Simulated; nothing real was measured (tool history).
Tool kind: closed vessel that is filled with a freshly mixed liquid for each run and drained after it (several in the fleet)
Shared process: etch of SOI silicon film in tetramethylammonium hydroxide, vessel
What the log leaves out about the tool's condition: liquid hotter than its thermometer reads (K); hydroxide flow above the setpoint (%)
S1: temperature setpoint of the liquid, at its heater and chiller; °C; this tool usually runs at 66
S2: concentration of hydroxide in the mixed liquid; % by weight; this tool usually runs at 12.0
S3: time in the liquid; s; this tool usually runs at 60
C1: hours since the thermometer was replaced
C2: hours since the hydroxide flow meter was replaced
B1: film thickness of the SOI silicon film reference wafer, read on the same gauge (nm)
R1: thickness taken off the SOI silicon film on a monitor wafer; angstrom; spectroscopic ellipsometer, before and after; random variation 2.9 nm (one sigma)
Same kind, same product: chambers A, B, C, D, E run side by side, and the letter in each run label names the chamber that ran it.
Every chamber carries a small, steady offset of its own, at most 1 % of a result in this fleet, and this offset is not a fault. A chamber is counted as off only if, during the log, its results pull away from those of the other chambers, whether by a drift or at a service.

{"run": "1D", "day": 0.254, "S1": 66, "S2": 12.0, "S3": 60, "C1": 509.7, "C2": 484.4, "B1": 60.0, "R1": 3147.8}
{"day": 0.55, "done": "chamber E: hydroxide flow meter replaced"}
{"run": "2C", "day": 0.754, "S1": 66, "S2": 12.0, "S3": 60, "C1": 155.5, "C2": 2226.1, "B1": 60.01, "R1": 3150.2}
{"run": "3B", "day": 1.142, "S1": 66, "S2": 12.0, "S3": 60, "C1": 1441.1, "C2": 581.1, "B1": 59.985, "R1": 3148.1}
{"run": "4E", "day": 1.575, "S1": 66, "S2": 12.0, "S3": 60, "C1": 520.2, "C2": 24.6, "B1": 60.004, "R1": 3073.6}
{"run": "5A", "day": 2.038, "S1": 66, "S2": 12.0, "S3": 60, "C1": 1317.2, "C2": 511.2, "B1": 60.017, "R1": 3121.8}
{"run": "6C", "day": 2.45, "S1": 66, "S2": 12.0, "S3": 60, "C1": 196.2, "C2": 2266.8, "B1": 59.985, "R1": 3107.2}
{"day": 2.733, "done": "chamber C: hydroxide flow meter replaced"}
{"run": "7B", "day": 2.958, "S1": 66, "S2": 12.0, "S3": 60, "C1": 1484.7, "C2": 624.7, "B1": 60.009, "R1": 3131.7}
{"run": "8E", "day": 3.45, "S1": 66, "S2": 12.0, "S3": 60, "C1": 565.2, "C2": 69.6, "B1": 59.999, "R1": 3132.0}
{"run": "9D", "day": 3.833, "S1": 66, "S2": 12.0, "S3": 60, "C1": 595.6, "C2": 570.3, "B1": 60.025, "R1": 3073.0}
{"day": 4.05, "done": "chamber B: thermometer replaced"}
{"run": "10A", "day": 4.412, "S1": 66, "S2": 12.0, "S3": 60, "C1": 1374.2, "C2": 568.2, "B1": 60.008, "R1": 3101.7}
{"run": "11B", "day": 4.896, "S1": 66, "S2": 12.0, "S3": 60, "C1": 20.3, "C2": 671.2, "B1": 60.041, "R1": 3110.3}
{"run": "12E", "day": 5.188, "S1": 66, "S2": 12.0, "S3": 60, "C1": 606.9, "C2": 111.3, "B1": 60.008, "R1": 3121.6}
{"run": "13D", "day": 5.458, "S1": 66, "S2": 12.0, "S3": 60, "C1": 634.6, "C2": 609.3, "B1": 60.011, "R1": 3120.4}
{"run": "14A", "day": 5.825, "S1": 66, "S2": 12.0, "S3": 60, "C1": 1408.1, "C2": 602.1, "B1": 59.966, "R1": 3154.8}
{"run": "15C", "day": 6.358, "S1": 66, "S2": 12.0, "S3": 60, "C1": 290.0, "C2": 87.1, "B1": 59.991, "R1": 3208.0}
{"run": "16A", "day": 6.908, "S1": 66, "S2": 12.0, "S3": 60, "C1": 1434.1, "C2": 628.1, "B1": 60.033, "R1": 3159.8}
{"run": "17D", "day": 7.217, "S1": 66, "S2": 12.0, "S3": 60, "C1": 676.8, "C2": 651.5, "B1": 60.011, "R1": 3136.8}
{"run": "18B", "day": 7.638, "S1": 66, "S2": 14.5, "S3": 30, "C1": 86.1, "C2": 737.0, "B1": 59.999, "R1": 1416.3}
{"run": "19E", "day": 8.167, "S1": 66, "S2": 14.5, "S3": 30, "C1": 678.4, "C2": 182.8, "B1": 60.009, "R1": 1423.2}
{"run": "20C", "day": 8.542, "S1": 66, "S2": 14.5, "S3": 30, "C1": 342.4, "C2": 139.5, "B1": 59.988, "R1": 1542.5}
{"day": 8.821, "done": "chamber A: thermometer replaced"}
{"run": "21D", "day": 9.079, "S1": 66, "S2": 14.5, "S3": 30, "C1": 721.5, "C2": 696.2, "B1": 59.989, "R1": 1429.8}
{"run": "22A", "day": 9.358, "S1": 66, "S2": 14.5, "S3": 30, "C1": 12.9, "C2": 686.9, "B1": 59.994, "R1": 1447.7}
{"run": "23B", "day": 9.65, "S1": 66, "S2": 12.0, "S3": 60, "C1": 134.4, "C2": 785.3, "B1": 60.018, "R1": 3115.8}
{"run": "24E", "day": 9.925, "S1": 66, "S2": 12.0, "S3": 60, "C1": 720.6, "C2": 225.0, "B1": 60.001, "R1": 3080.4}
{"run": "25C", "day": 10.321, "S1": 66, "S2": 12.0, "S3": 60, "C1": 385.1, "C2": 182.2, "B1": 60.01, "R1": 3434.5}
{"run": "26D", "day": 10.754, "S1": 66, "S2": 12.0, "S3": 60, "C1": 761.7, "C2": 736.4, "B1": 60.008, "R1": 3069.2}
{"run": "27B", "day": 11.133, "S1": 66, "S2": 12.0, "S3": 60, "C1": 170.0, "C2": 820.9, "B1": 59.983, "R1": 3151.7}
{"run": "28A", "day": 11.633, "S1": 66, "S2": 12.0, "S3": 60, "C1": 67.5, "C2": 741.5, "B1": 59.997, "R1": 3161.1}
{"run": "29E", "day": 12.154, "S1": 66, "S2": 12.0, "S3": 60, "C1": 774.1, "C2": 278.5, "B1": 60.003, "R1": 3135.2}
{"run": "30C", "day": 12.596, "S1": 66, "S2": 12.0, "S3": 60, "C1": 439.7, "C2": 236.8, "B1": 59.98, "R1": 3482.5}

Does one chamber stand apart from the rest, does the shared gauge drift, or is all well apart from small per-chamber offsets? Give the chamber and the most likely cause, where there is one.

It is chamber C that slowly wanders off from its peers.
What lies behind it: liquid hotter than its thermometer reads (K) = 2.3.

Here are 4 candidates for chamber C's next run, each the usual settings with a change, their results left as question marks. Which one brings its results back in line with what the others give on the usual settings?
Allowed miss from the other chambers' usual-settings mean, per result, to count as in line: R1 100.0 angstrom
{"run": "31C-1", "day": 13.004, "S1": 66.0, "S2": 10.5, "S3": 60, "R1": "?"}
{"run": "31C-2", "day": 13.004, "S1": 66.0, "S2": 16.0, "S3": 60, "R1": "?"}
{"run": "31C-3", "day": 13.004, "S1": 65.5, "S2": 12.0, "S3": 60, "R1": "?"}
{"run": "31C-4", "day": 13.004, "S1": 66.0, "S2": 8.5, "S3": 60, "R1": "?"}

What the other chambers average on the usual settings: R1 3118.5 angstrom
run=31C-1 R1=3739.7
run=31C-2 R1=3136.7
run=31C-3 R1=3457.5
run=31C-4 R1=4034.6
31C-2 is the one that brings the chamber's results back in line with the other chambers.
